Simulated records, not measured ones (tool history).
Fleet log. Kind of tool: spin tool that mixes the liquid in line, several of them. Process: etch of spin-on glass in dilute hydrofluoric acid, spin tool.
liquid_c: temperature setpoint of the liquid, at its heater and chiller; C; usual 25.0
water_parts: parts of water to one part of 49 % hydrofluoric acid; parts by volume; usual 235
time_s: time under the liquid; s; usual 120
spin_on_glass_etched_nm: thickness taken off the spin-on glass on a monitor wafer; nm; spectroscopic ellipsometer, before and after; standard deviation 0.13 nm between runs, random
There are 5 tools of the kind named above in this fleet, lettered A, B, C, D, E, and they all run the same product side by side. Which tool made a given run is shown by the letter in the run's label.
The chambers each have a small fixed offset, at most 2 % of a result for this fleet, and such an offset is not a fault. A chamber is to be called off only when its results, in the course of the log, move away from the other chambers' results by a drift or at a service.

run,day,liquid_c,water_parts,time_s,"read-back film thickness of the spin-on glass reference wafer, read on the same gauge (nm)",spin_on_glass_etched_nm
1D,0.308,25.0,235,120,50.022,13.1980
2B,0.567,25.0,235,120,50.008,13.3390
3E,0.842,25.0,235,120,50.012,13.0690
4A,1.071,25.0,235,120,50.013,13.2310
5C,1.450,25.0,235,120,50.006,13.2580
6E,1.783,25.0,235,120,50.012,13.1240
# day 2.150: chamber B: hydrofluoric acid flow meter replaced
7C,2.183,25.0,235,120,49.987,12.9030
8A,2.404,21.5,235,140,49.991,13.4510
9B,2.633,21.5,235,140,50.013,13.6670
10D,2.967,21.5,235,140,50.011,13.6230
11B,3.238,21.5,235,140,49.996,13.6410
12A,3.562,21.5,235,140,50.012,13.3870
13D,3.804,29.0,235,55,49.991,6.8783
14C,4.158,29.0,235,55,50.006,6.9608
15E,4.450,29.0,235,55,49.999,6.8688
16C,4.725,29.0,235,55,49.990,7.0784
17B,4.929,29.0,235,55,50.006,6.9210
18A,5.304,23.0,235,120,49.996,11.9220
19D,5.625,23.0,235,120,50.006,12.1200
20E,5.938,23.0,235,120,49.994,12.2580
21B,6.342,23.0,235,120,50.000,12.4470
22C,6.742,23.0,235,120,50.009,12.2760
23A,6.925,25.0,235,120,49.995,12.3050
24E,7.317,25.0,235,120,50.007,13.0130
25D,7.533,25.0,235,120,50.027,13.0160
26E,7.762,25.0,235,150,49.994,16.4850
27D,8.008,25.0,235,150,49.995,16.4720
# day 8.050: chamber B: thermometer replaced
28A,8.275,25.0,235,150,49.989,15.4300
29B,8.488,25.0,235,150,50.008,16.5780
30C,8.700,25.0,235,150,49.983,16.5450
31D,8.896,25.0,235,120,49.991,13.0670
32E,9.204,25.0,235,120,49.987,13.1810
33A,9.446,25.0,235,120,50.000,12.1150
34C,9.792,25.0,235,120,50.000,13.2970
35B,10.042,25.0,305,120,49.982,9.4216
36E,10.296,25.0,305,120,49.999,9.5001
37D,10.521,25.0,305,120,49.965,9.4004
38B,10.717,25.0,305,120,50.014,9.7042
39C,11.096,25.0,305,120,50.007,9.3376

Each of the 5 chambers runs these same settings next. Fill in every chamber's results:
40A,11.383,25.0,235,120,,?
40B,11.383,25.0,235,120,,?
40C,11.383,25.0,235,120,,?
40D,11.383,25.0,235,120,,?
40E,11.383,25.0,235,120,,?

run,spin_on_glass_etched_nm
40A,11.5790
40B,13.1920
40C,13.3310
40D,13.1040
40E,13.1980
